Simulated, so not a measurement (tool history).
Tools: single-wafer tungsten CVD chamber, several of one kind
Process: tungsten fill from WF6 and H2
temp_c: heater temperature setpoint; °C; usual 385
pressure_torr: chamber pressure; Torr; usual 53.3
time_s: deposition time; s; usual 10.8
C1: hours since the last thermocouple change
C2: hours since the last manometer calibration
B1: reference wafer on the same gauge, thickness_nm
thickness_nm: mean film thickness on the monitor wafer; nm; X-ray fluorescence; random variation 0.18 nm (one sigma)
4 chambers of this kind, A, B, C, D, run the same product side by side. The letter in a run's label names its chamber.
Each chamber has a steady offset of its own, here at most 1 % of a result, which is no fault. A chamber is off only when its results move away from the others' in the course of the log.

Run 1B, hour 4.5: usual settings; C1 46.0; C2 230.6; B1 30.808. Result: thickness_nm 30.758 nm.
Run 2A, hour 13.4: usual settings; C1 1426.2; C2 176.1; B1 30.813. Result: thickness_nm 30.625 nm.
Run 3D, hour 18.0: usual settings; C1 47.6; C2 159.6; B1 30.781. Result: thickness_nm 30.586 nm.
Run 4C, hour 24.0: usual settings; C1 1102.3; C2 569.5; B1 30.796. Result: thickness_nm 30.411 nm.
Run 5A, hour 31.0: usual settings; C1 1443.8; C2 193.7; B1 30.834. Result: thickness_nm 30.600 nm.
Run 6B, hour 38.5: usual settings; C1 80.0; C2 264.6; B1 30.771. Result: thickness_nm 30.359 nm.
Run 7D, hour 46.5: usual settings but pressure_torr 58.6 Torr; C1 76.1; C2 188.1; B1 30.800. Result: thickness_nm 31.972 nm.
Run 8C, hour 51.4: usual settings but pressure_torr 58.6 Torr; C1 1129.7; C2 596.9; B1 30.825. Result: thickness_nm 32.229 nm.
Run 9C, hour 55.6: usual settings but pressure_torr 58.6 Torr; C1 1133.9; C2 601.1; B1 30.770. Result: thickness_nm 31.540 nm.
Run 10B, hour 63.9: usual settings but pressure_torr 58.6 Torr; C1 105.4; C2 290.0; B1 30.820. Result: thickness_nm 32.325 nm.
Run 11D, hour 71.6: usual settings; C1 101.2; C2 213.2; B1 30.857. Result: thickness_nm 30.766 nm.
Run 12A, hour 78.7: usual settings; C1 1491.5; C2 241.4; B1 30.810. Result: thickness_nm 30.749 nm.
Run 13B, hour 84.8: usual settings; C1 126.3; C2 310.9; B1 30.795. Result: thickness_nm 30.693 nm.
Run 14C, hour 92.5: usual settings; C1 1170.8; C2 638.0; B1 30.850. Result: thickness_nm 30.550 nm.
Run 15A, hour 98.4: usual settings; C1 1511.2; C2 261.1; B1 30.843. Result: thickness_nm 30.554 nm.
Run 16D, hour 104.7: usual settings; C1 134.3; C2 246.3; B1 30.788. Result: thickness_nm 30.891 nm.
Run 17C, hour 110.4: usual settings; C1 1188.7; C2 655.9; B1 30.804. Result: thickness_nm 30.415 nm.
Run 18D, hour 118.5: usual settings; C1 148.1; C2 260.1; B1 30.839. Result: thickness_nm 30.778 nm.
Run 19B, hour 124.5: usual settings; C1 166.0; C2 350.6; B1 30.820. Result: thickness_nm 30.627 nm.
Run 20A, hour 131.8: usual settings; C1 1544.6; C2 294.5; B1 30.779. Result: thickness_nm 30.334 nm.
Run 21B, hour 140.4: usual settings but pressure_torr 60.4 Torr, time_s 12.0 s; C1 181.9; C2 366.5; B1 30.794. Result: thickness_nm 35.959 nm.
Run 22A, hour 146.8: usual settings but pressure_torr 60.4 Torr, time_s 12.0 s; C1 1559.6; C2 309.5; B1 30.746. Result: thickness_nm 36.302 nm.
At hour 150.1: chamber C: thermocouple changed; heater temperature recalibrated.
Run 23D, hour 152.0: usual settings but pressure_torr 60.4 Torr, time_s 12.0 s; C1 181.6; C2 293.6; B1 30.806. Result: thickness_nm 35.873 nm.
Run 24C, hour 158.7: usual settings but pressure_torr 60.4 Torr, time_s 12.0 s; C1 8.6; C2 704.2; B1 30.802. Result: thickness_nm 33.852 nm.
Run 25B, hour 165.9: usual settings; C1 207.4; C2 392.0; B1 30.790. Result: thickness_nm 31.040 nm.
Run 26A, hour 173.3: usual settings; C1 1586.1; C2 336.0; B1 30.789. Result: thickness_nm 31.160 nm.
Run 27D, hour 181.2: usual settings; C1 210.8; C2 322.8; B1 30.796. Result: thickness_nm 30.841 nm.
Run 28C, hour 187.6: usual settings; C1 37.5; C2 733.1; B1 30.839. Result: thickness_nm 29.037 nm.
Run 29C, hour 194.5: usual settings; C1 44.4; C2 740.0; B1 30.788. Result: thickness_nm 28.918 nm.
Run 30D, hour 203.2: usual settings but pressure_torr 47.5 Torr; C1 232.8; C2 344.8; B1 30.788. Result: thickness_nm 28.878 nm.
Run 31A, hour 211.8: usual settings but pressure_torr 47.5 Torr; C1 1624.6; C2 374.5; B1 30.806. Result: thickness_nm 29.177 nm.
Run 32B, hour 219.2: usual settings but pressure_torr 47.5 Torr; C1 260.7; C2 445.3; B1 30.811. Result: thickness_nm 29.377 nm.
Run 33C, hour 226.6: usual settings but pressure_torr 47.5 Torr; C1 76.5; C2 772.1; B1 30.782. Result: thickness_nm 27.262 nm.
Run 34A, hour 231.2: usual settings but temp_c 397 °C; C1 1644.0; C2 393.9; B1 30.805. Result: thickness_nm 38.592 nm.
Run 35B, hour 236.0: usual settings but temp_c 397 °C; C1 277.5; C2 462.1; B1 30.816. Result: thickness_nm 38.844 nm.
Run 36D, hour 243.6: usual settings but temp_c 397 °C; C1 273.2; C2 385.2; B1 30.792. Result: thickness_nm 38.620 nm.
Run 37A, hour 252.4: usual settings but temp_c 397 °C; C1 1665.2; C2 415.1; B1 30.768. Result: thickness_nm 38.365 nm.
Run 38B, hour 260.5: usual settings; C1 302.0; C2 486.6; B1 30.820. Result: thickness_nm 30.945 nm.
Run 39D, hour 267.2: usual settings but pressure_torr 62.2 Torr, time_s 12.9 s; C1 296.8; C2 408.8; B1 30.819. Result: thickness_nm 39.235 nm.

All 4 chambers run these settings next. Forecast each chamber's results:
Run 40A, hour 273.9: usual settings. Result: thickness_nm ?.
Run 40B, hour 273.9: usual settings. Result: thickness_nm ?.
Run 40C, hour 273.9: usual settings. Result: thickness_nm ?.
Run 40D, hour 273.9: usual settings. Result: thickness_nm ?.

run  thickness_nm
40A        30.518
40B        30.841
40C        28.788
40D        30.618

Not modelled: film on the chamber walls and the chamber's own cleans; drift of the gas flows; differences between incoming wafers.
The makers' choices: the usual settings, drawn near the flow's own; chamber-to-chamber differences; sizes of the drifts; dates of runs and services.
